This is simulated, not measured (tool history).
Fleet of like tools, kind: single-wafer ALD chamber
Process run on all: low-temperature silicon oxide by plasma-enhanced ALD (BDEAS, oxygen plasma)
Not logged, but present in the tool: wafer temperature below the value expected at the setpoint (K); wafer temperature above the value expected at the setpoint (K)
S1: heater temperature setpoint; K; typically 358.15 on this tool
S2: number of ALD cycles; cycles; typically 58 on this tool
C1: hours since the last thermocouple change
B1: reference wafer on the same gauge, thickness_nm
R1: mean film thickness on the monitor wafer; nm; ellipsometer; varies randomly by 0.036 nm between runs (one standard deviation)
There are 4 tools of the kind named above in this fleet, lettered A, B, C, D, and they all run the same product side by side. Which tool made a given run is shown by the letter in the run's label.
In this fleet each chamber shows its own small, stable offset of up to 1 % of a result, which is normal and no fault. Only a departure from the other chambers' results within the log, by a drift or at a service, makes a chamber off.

run	hour	S1	S2	C1	B1	R1
1A	2.8	358.15	58	580.2	7.5608	8.8226
2B	5.3	358.15	58	944.1	7.5625	8.6991
3D	8.8	358.15	58	1504.9	7.5551	8.7079
4C	12.4	358.15	58	667.7	7.5609	8.7807
5A	17.4	358.15	58	594.8	7.5594	8.8238
6B	21.7	358.15	58	960.5	7.5623	8.6619
7D	24.4	358.15	58	1520.5	7.5720	8.8164
8C	28.4	358.15	58	683.7	7.5641	8.7828
9A	32.1	358.15	58	609.5	7.5538	8.8246
10C	35.6	358.15	58	690.9	7.5518	8.7708
11D	39.6	358.15	58	1535.7	7.5612	8.7089
12B	42.3	358.15	58	981.1	7.5630	8.7277
13A	47.6	358.15	58	625.0	7.5675	8.7851
14B	51.5	358.15	58	990.3	7.5568	8.6624
15C	56.5	358.15	58	711.8	7.5577	8.8269
16D	59.4	358.15	58	1555.5	7.5716	8.7434
17D	62.3	358.15	58	1558.4	7.5555	8.7088
18C	66.1	358.15	58	721.4	7.5628	8.8999
19B	69.4	358.15	58	1008.2	7.5536	8.7065
20A	72.3	358.15	58	649.7	7.5545	8.8168
21B	75.3	358.15	58	1014.1	7.5603	8.7821
22C	79.0	358.15	58	734.3	7.5637	8.8622
23A	83.0	358.15	58	660.4	7.5627	8.8103
24D	87.8	358.15	58	1583.9	7.5569	8.7960
25C	90.6	345.15	69	745.9	7.5627	10.9330
26D	93.1	345.15	69	1589.2	7.5589	10.8510
27B	95.9	345.15	69	1034.7	7.5646	10.8360
28A	98.7	345.15	69	676.1	7.5585	10.9200
29A	101.9	358.15	58	679.3	7.5608	8.7864
30C	106.4	358.15	58	761.7	7.5580	8.7244
31B	109.7	358.15	58	1048.5	7.5593	8.7013
32D	112.6	358.15	58	1608.7	7.5534	8.7895

Has any chamber moved away from the others, gradually or after a service, or does the common gauge drift, or do the chambers differ only by their own small steady offsets? State the chamber and the most likely cause if one applies.

No chamber is off and the gauge is stable; the differences are just each chamber's small, constant offset.

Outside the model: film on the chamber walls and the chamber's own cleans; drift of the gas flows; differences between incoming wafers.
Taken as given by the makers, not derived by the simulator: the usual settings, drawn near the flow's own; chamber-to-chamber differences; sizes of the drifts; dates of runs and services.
